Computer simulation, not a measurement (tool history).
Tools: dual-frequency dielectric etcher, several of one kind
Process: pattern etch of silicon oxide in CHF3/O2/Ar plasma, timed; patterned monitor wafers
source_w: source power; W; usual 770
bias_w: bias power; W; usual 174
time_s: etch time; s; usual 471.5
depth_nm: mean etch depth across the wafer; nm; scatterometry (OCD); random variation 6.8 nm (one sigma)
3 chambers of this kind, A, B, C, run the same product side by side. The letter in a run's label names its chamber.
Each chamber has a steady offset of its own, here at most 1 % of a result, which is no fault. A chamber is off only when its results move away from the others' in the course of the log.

| run | hour | source_w | bias_w | time_s | hours since the last wet clean | hours since the last source power generator calibration | hours since the last bias power generator calibration | read-back reference wafer on the same gauge, depth_nm | depth_nm |
|---|---|---|---|---|---|---|---|---|---|
| 1A | 5.8 | 770 | 174 | 471.5 | 119.7 | 846.4 | 805.7 | 969.49 | 1020.20 |
| 2C | 11.1 | 770 | 174 | 471.5 | 589.8 | 1043.4 | 2492.3 | 970.23 | 1019.10 |
| 3B | 15.6 | 770 | 174 | 471.5 | 500.5 | 3605.0 | 1390.6 | 969.82 | 1008.20 |
| 4C | 22.7 | 770 | 174 | 471.5 | 601.4 | 1055.0 | 2503.9 | 970.96 | 1016.20 |
| 5B | 26.9 | 770 | 174 | 471.5 | 511.8 | 3616.3 | 1401.9 | 971.32 | 1008.70 |
| 6A | 32.5 | 770 | 174 | 471.5 | 146.4 | 873.1 | 832.4 | 967.55 | 1016.20 |
| 7C | 38.8 | 770 | 174 | 471.5 | 617.5 | 1071.1 | 2520.0 | 968.66 | 1030.10 |
| 8A | 45.8 | 770 | 174 | 471.5 | 159.7 | 886.4 | 845.7 | 969.66 | 1024.20 |
| 9B | 50.5 | 770 | 174 | 471.5 | 535.4 | 3639.9 | 1425.5 | 971.58 | 991.96 |
| 10C | 58.0 | 770 | 174 | 471.5 | 636.7 | 1090.3 | 2539.2 | 968.70 | 1031.10 |
| 11B | 63.8 | 770 | 174 | 471.5 | 548.7 | 3653.2 | 1438.8 | 969.50 | 996.78 |
| 12A | 68.1 | 770 | 174 | 471.5 | 182.0 | 908.7 | 868.0 | 968.89 | 1011.50 |
| 13C | 74.3 | 770 | 174 | 471.5 | 653.0 | 1106.6 | 2555.5 | 969.62 | 1021.40 |
| 14B | 77.9 | 770 | 174 | 471.5 | 562.8 | 3667.3 | 1452.9 | 972.08 | 1007.90 |
| 15A | 82.6 | 770 | 174 | 471.5 | 196.5 | 923.2 | 882.5 | 969.51 | 1017.20 |
|  | 83.2 | chamber B: wet clean of the chamber |
| 16C | 89.1 | 770 | 174 | 471.5 | 667.8 | 1121.4 | 2570.3 | 971.33 | 1031.10 |
| 17A | 92.6 | 770 | 174 | 471.5 | 206.5 | 933.2 | 892.5 | 971.68 | 1009.90 |
| 18B | 96.5 | 770 | 174 | 471.5 | 13.3 | 3685.9 | 1471.5 | 971.50 | 948.27 |
|  | 98.1 | chamber C: wet clean of the chamber |
| 19C | 102.8 | 610 | 174 | 471.5 | 4.7 | 1135.1 | 2584.0 | 969.37 | 917.62 |
| 20B | 106.0 | 610 | 174 | 471.5 | 22.8 | 3695.4 | 1481.0 | 969.24 | 880.10 |
| 21A | 110.2 | 610 | 174 | 471.5 | 224.1 | 950.8 | 910.1 | 970.55 | 945.50 |
| 22B | 115.4 | 770 | 174 | 471.5 | 32.2 | 3704.8 | 1490.4 | 970.25 | 952.17 |
| 23C | 122.6 | 770 | 174 | 471.5 | 24.5 | 1154.9 | 2603.8 | 970.09 | 1011.50 |
| 24A | 126.1 | 770 | 174 | 471.5 | 240.0 | 966.7 | 926.0 | 969.56 | 1010.50 |
| 25B | 130.4 | 770 | 174 | 471.5 | 47.2 | 3719.8 | 1505.4 | 970.67 | 956.41 |
| 26A | 135.7 | 770 | 174 | 471.5 | 249.6 | 976.3 | 935.6 | 968.75 | 1011.90 |
| 27C | 140.7 | 770 | 174 | 471.5 | 42.6 | 1173.0 | 2621.9 | 971.02 | 1008.30 |
| 28C | 144.4 | 770 | 174 | 471.5 | 46.3 | 1176.7 | 2625.6 | 970.82 | 1016.70 |
| 29B | 148.5 | 770 | 174 | 471.5 | 65.3 | 3737.9 | 1523.5 | 970.03 | 964.01 |
| 30A | 152.5 | 770 | 174 | 471.5 | 266.4 | 993.1 | 952.4 | 971.51 | 1012.60 |

Next, every chamber runs the same settings. What will each give?
| 31A | 157.8 | 770 | 174 | 471.5 |  |  |  |  | ? |
| 31B | 157.8 | 770 | 174 | 471.5 |  |  |  |  | ? |
| 31C | 157.8 | 770 | 174 | 471.5 |  |  |  |  | ? |

| run | depth_nm |
|---|---|
| 31A | 1019.70 |
| 31B | 961.82 |
| 31C | 1026.40 |
